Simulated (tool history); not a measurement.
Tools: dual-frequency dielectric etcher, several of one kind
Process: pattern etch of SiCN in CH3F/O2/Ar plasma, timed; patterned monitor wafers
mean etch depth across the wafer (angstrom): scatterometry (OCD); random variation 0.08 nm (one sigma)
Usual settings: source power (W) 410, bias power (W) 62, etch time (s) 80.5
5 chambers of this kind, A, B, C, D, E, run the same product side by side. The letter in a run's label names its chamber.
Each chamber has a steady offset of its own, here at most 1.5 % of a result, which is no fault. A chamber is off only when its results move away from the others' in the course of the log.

run,hour,source power (W),bias power (W),etch time (s),hours since the last wet clean,hours since the last source power generator calibration,hours since the last bias power generator calibration,"read-back reference wafer on the same gauge, depth_nm",mean etch depth across the wafer (angstrom)
1C,6.2,410,62,80.5,368.6,2466.4,1602.3,31.799,290.82
2B,13.8,410,62,80.5,209.9,2869.3,2704.1,31.797,291.71
3A,21.8,410,62,80.5,278.2,899.3,104.2,31.808,293.94
4D,27.7,410,62,80.5,635.4,490.4,2859.5,31.788,290.17
5E,33.7,410,62,80.5,399.4,487.2,2276,31.801,290.19
6D,44.4,410,62,80.5,652.1,507.1,2876.2,31.787,288.8
7C,49.9,410,62,80.5,412.3,2510.1,1646,31.801,289.89
8E,60.5,410,62,80.5,426.2,514,2302.8,31.794,289.64
# hour 60.8: chamber D: wet clean of the chamber
9A,67,410,62,80.5,323.4,944.5,149.4,31.804,293.43
10B,74.5,410,62,80.5,270.6,2930,2764.8,31.769,290.55
11C,81.5,410,62,80.5,443.9,2541.7,1677.6,31.8,290.39
12D,90.5,410,62,80.5,29.7,553.2,2922.3,31.818,288.41
13A,102.8,410,62,80.5,359.2,980.3,185.2,31.804,293.8
14E,113.3,410,62,80.5,479,566.8,2355.6,31.788,287.32
15B,120.4,410,62,80.5,316.5,2975.9,2810.7,31.783,291.18
16B,126.3,410,62,80.5,322.4,2981.8,2816.6,31.796,292.67
17D,132,410,62,80.5,71.2,594.7,2963.8,31.804,288.36
18E,138.3,410,62,80.5,504,591.8,2380.6,31.806,287.9
19C,149.2,410,62,80.5,511.6,2609.4,1745.3,31.778,292.05
20A,158.8,360,62,80.5,415.2,1036.3,241.2,31.798,278.7
21E,169.1,360,62,80.5,534.8,622.6,2411.4,31.794,272.28
# hour 171.3: chamber D: bias power generator calibrated
22D,177.4,360,62,80.5,116.6,640.1,6.2,31.798,274.66
23C,189.8,360,62,80.5,552.2,2650,1785.9,31.811,276.78
24A,196.8,360,62,80.5,453.2,1074.3,279.2,31.779,279.05
25B,205.3,410,55,58.5,401.4,3060.8,2895.6,31.812,202.65
26D,213.7,410,55,58.5,152.9,676.4,42.5,31.811,200.89
27B,224.7,410,55,58.5,420.8,3080.2,2915,31.806,203.25
# hour 228: chamber B: source power generator calibrated
28A,234.4,410,55,58.5,490.8,1111.9,316.8,31.787,204.45
29C,241.7,410,55,58.5,604.1,2701.9,1837.8,31.778,202.88
30E,252.7,320,74,80.5,618.4,706.2,2495,31.821,273.86
31C,261,320,74,80.5,623.4,2721.2,1857.1,31.801,281.72
32A,269.1,320,74,80.5,525.5,1146.6,351.5,31.819,282.78
33D,279.3,320,74,80.5,218.5,742,108.1,31.796,278.85
34B,287.1,320,74,80.5,483.2,59.2,2977.4,31.814,281.46
35E,295,410,62,80.5,660.7,748.5,2537.3,31.802,282.67
# hour 304.6: chamber B: wet clean of the chamber
36B,305.9,410,62,80.5,1.3,78,2996.2,31.797,291.7
37C,317.5,480,55,80.5,679.9,2777.7,1913.6,31.773,297.31
38D,327.8,480,55,80.5,267,790.5,156.6,31.778,293.38
39A,339.7,480,55,80.5,596.1,1217.2,422.1,31.798,299.12
40E,351.5,480,55,80.5,717.2,805,2593.8,31.788,288.67

All 5 chambers run these settings next. Forecast each chamber's results:
41A,360.5,410,62,80.5,,,,,?
41B,360.5,410,62,80.5,,,,,?
41C,360.5,410,62,80.5,,,,,?
41D,360.5,410,62,80.5,,,,,?
41E,360.5,410,62,80.5,,,,,?

run,mean etch depth across the wafer (angstrom)
41A,293.36
41B,290.41
41C,290.87
41D,289.31
41E,281
